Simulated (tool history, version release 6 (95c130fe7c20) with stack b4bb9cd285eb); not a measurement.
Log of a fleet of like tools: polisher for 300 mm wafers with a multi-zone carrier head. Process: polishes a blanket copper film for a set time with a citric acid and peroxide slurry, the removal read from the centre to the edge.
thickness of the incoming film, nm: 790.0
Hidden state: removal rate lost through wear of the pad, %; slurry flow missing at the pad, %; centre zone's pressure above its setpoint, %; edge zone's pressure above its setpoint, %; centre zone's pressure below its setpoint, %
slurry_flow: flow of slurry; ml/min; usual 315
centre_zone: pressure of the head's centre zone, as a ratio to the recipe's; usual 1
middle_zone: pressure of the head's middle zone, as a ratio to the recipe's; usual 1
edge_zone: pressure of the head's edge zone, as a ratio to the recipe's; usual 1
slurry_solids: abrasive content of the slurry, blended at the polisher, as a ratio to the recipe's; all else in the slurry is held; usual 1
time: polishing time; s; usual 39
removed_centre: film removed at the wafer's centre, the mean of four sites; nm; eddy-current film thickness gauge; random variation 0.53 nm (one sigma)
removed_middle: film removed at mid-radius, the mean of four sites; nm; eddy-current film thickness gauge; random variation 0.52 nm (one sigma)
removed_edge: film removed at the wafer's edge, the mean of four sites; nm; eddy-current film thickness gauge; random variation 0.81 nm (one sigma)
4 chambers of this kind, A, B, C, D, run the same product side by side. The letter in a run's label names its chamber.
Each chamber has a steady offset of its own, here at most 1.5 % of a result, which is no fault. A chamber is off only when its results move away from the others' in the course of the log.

run,day,slurry_flow,centre_zone,middle_zone,edge_zone,slurry_solids,time,wafers polished on this pad,hours since the slurry nozzle was cleaned,hours since the centre zone pressure was calibrated,hours since the edge zone pressure was calibrated,removed_centre,removed_middle,removed_edge
1D,0.3,315,1,1,1,1,39,241,282.8,297.5,228.3,57.801,58.201,57.727
2B,0.6,315,1,1,1,1,39,451,549.3,1355.4,253.3,57.17,58.091,56.694
3C,0.871,315,1,1,1,1,39,746,147.8,646.5,231.4,59.18,58.67,57.71
4A,1.192,315,1,1,1,1,39,617,261.8,307.3,513.7,59.702,57.802,57.807
5A,1.371,315,1,1,1,1,39,652,266.1,311.6,518,59.091,59.67,57.496
6C,1.646,315,1,1,1,1,39,896,166.4,665.1,250,59.121,57.648,58.139
# day 1.792: chamber B: worn pad replaced by a new one
7D,1.842,315,0.91,1,1,1,39,539,319.8,334.5,265.3,52.759,57.783,57.988
# day 2.092: chamber D: worn pad replaced by a new one
8B,2.096,315,0.91,1,1,1,39,59,585.2,1391.3,289.2,51.223,58.072,57.209
9C,2.333,315,0.91,1,1,1,39,1029,182.9,681.6,266.5,52.767,58.227,57.846
# day 2.508: chamber C: worn pad replaced by a new one
# day 2.533: chamber B: edge zone pressure recalibrated
# day 2.575: chamber B: centre zone pressure recalibrated
10D,2.7,315,0.91,1,1,1,39,118,340.4,355.1,285.9,52.363,57.956,58.824
11B,3.096,315,1,1,1,1,39,252,609.2,12.6,13.6,57.227,57.73,58.298
12A,3.321,315,1,1,1,1,27,1029,312.9,358.4,564.8,39.922,41.106,39.55
13C,3.583,315,1,1,1,1,27,208,212.9,711.6,296.5,40.273,39.827,41.285
# day 3.633: chamber A: worn pad replaced by a new one
14D,3.946,315,1,1,1,1,27,359,370.3,385,315.8,40.174,40.115,41.132
15B,4.342,315,1,1,1,1,27,493,639.1,42.5,43.5,39.805,39.809,39.33
16A,4.725,315,1,1,1,1,39,211,346.6,392.1,598.5,58.563,58.81,56.394
# day 4.767: chamber D: worn pad replaced by a new one
# day 4.838: chamber D: slurry nozzle cleaned
17C,4.946,315,1,1,1,1,39,472,245.6,744.3,329.2,57.714,57.278,59.085
# day 5.079: chamber C: centre zone pressure recalibrated
# day 5.238: chamber B: worn pad replaced by a new one
18D,5.288,315,1,1,1,1,39,101,10.9,417.2,348,57.572,57.202,58.883
19B,5.625,315,1,1,1,1,39,75,669.9,73.3,74.3,57.408,57.991,57.55
20A,5.817,315,1,1,1,1,39,423,372.8,418.3,624.7,58.311,59.566,56.913
21D,6.121,315,1,1,1,1,39,262,30.9,437.2,368,57.915,57.11,57.087
22A,6.4,315,1,1,1,1,39,535,386.8,432.3,638.7,57.824,58.385,58.123
23C,6.796,315,1,1,1,1,39,830,290,41.3,373.6,52.685,58.127,57.793
# day 6.8: chamber A: edge zone pressure recalibrated
24B,7.192,315,1,1,1,1,39,378,707.5,110.9,111.9,57.711,58.878,57.11
25D,7.425,315,1,1,1,1,39,514,62.2,468.5,399.3,58.676,57.685,56.929
# day 7.467: chamber A: slurry nozzle cleaned
26A,7.712,315,1,1,1,1,39,789,6,463.8,21.9,58.348,59.659,58.201
27B,7.912,315,1,1,1,1,39,518,724.8,128.2,129.2,57.301,58.339,57.231

All 4 chambers run these settings next. Forecast each chamber's results:
28A,8.2,315,1,1,1,1,39,,,,,?,?,?
28B,8.2,315,1,1,1,1,39,,,,,?,?,?
28C,8.2,315,1,1,1,1,39,,,,,?,?,?
28D,8.2,315,1,1,1,1,39,,,,,?,?,?

run,removed_centre,removed_middle,removed_edge
28A,57.884,58.899,58.096
28B,57.375,57.967,58.369
28C,52.855,57.642,57.839
28D,57.088,57.298,57.606

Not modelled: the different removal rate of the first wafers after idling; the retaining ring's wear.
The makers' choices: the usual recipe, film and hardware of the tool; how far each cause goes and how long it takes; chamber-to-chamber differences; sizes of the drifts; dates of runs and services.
